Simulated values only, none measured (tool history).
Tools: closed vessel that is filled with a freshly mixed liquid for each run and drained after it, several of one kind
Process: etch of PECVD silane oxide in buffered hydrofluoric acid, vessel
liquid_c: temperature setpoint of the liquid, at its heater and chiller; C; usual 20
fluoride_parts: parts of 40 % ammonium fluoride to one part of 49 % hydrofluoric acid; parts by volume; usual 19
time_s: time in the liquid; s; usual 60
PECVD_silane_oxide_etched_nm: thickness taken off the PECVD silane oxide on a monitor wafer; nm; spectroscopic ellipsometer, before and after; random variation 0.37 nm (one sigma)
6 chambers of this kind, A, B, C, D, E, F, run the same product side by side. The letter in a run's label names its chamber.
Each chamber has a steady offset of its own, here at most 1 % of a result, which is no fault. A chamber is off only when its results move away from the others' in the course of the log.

run   hour  liquid_c  fluoride_parts  time_s  read-back film thickness of the PECVD silane oxide reference wafer, read on the same gauge (nm)  PECVD_silane_oxide_etched_nm
 1C    7.6        20              19      60                                                                                           70.032                        56.308
 2F     15        20              19      60                                                                                           70.004                        55.029
 3E   22.9        20              19      60                                                                                           70.009                        54.589
 4B   32.4        20              19      60                                                                                           69.975                        55.863
 5A   42.2        20              19      60                                                                                           70.026                        55.372
 6D   49.8        20              19      60                                                                                               70                        55.547
 7D   54.4        20              19      60                                                                                           69.981                        55.673
 8E   63.4        20              19      60                                                                                           70.018                         54.65
 9C   70.7        20              19      60                                                                                           70.022                        55.661
10F     81        20              19      60                                                                                           70.026                        55.919
      83.8  -- chamber F: hydrofluoric acid flow meter replaced
11B   86.8        20              19      60                                                                                           69.964                        54.869
12A   91.8        20              19      60                                                                                           69.992                        55.687
13A  102.1        20              19      60                                                                                           69.994                        55.174
14E  112.3        20              19      60                                                                                           70.014                         54.33
15F  117.9        20              19      60                                                                                           70.018                         55.42
16C  123.7        20              13      60                                                                                           69.995                        80.531
17B    131        20              13      60                                                                                           69.994                        79.974
     135.9  -- chamber A: hydrofluoric acid flow meter replaced
18D  138.5        20              13      60                                                                                           69.979                        81.089
19C  146.3        20              13      60                                                                                           70.004                        81.015
20A  151.7        20              13      60                                                                                           70.019                          81.1
21E  159.7        20              13      60                                                                                           69.993                        79.671
22B  167.9        20              24      30                                                                                           70.005                        23.147
23D  173.5        20              24      30                                                                                           69.976                        23.244
24F  180.4        20              24      30                                                                                           69.995                        22.957
25F  189.9        20              24      30                                                                                           69.982                        23.193
26D  196.2        20              24      30                                                                                           70.007                        23.298
27C  203.1        20              24      30                                                                                           69.992                        23.118
28A  209.8        20              16      60                                                                                               70                        65.586
29B  217.2        20              16      60                                                                                           69.954                        65.325
     218.7  -- chamber B: hydrofluoric acid flow meter replaced
30E  227.5        20              16      60                                                                                           69.979                        65.656
31A  234.2        20              16      60                                                                                           69.979                        64.598
32C  243.7        20              16      60                                                                                           69.961                        66.493
     248.7  -- chamber F: thermometer replaced
33D    252        20              16      60                                                                                           70.007                         66.25
34E  257.9        20              19      60                                                                                           70.033                        53.988
35B  262.8        20              19      60                                                                                           70.015                        54.536
     263.5  -- chamber E: thermometer replaced
36F  270.4        20              19      60                                                                                           69.991                        55.287
37E  275.2        20              19      60                                                                                           70.043                         54.22
38F  281.5        20              19      60                                                                                           70.038                         55.48
39B  286.1        20              19      60                                                                                           69.973                        55.883
40D  292.8        20              19      60                                                                                           69.992                        55.857

All 6 chambers run these settings next. Forecast each chamber's results:
41A  300.4        20              19      60                                                                                                                              ?
41B  300.4        20              19      60                                                                                                                              ?
41C  300.4        20              19      60                                                                                                                              ?
41D  300.4        20              19      60                                                                                                                              ?
41E  300.4        20              19      60                                                                                                                              ?
41F  300.4        20              19      60                                                                                                                              ?

run  PECVD_silane_oxide_etched_nm
41A                        55.322
41B                        54.878
41C                        55.411
41D                        54.892
41E                        54.121
41F                        55.134
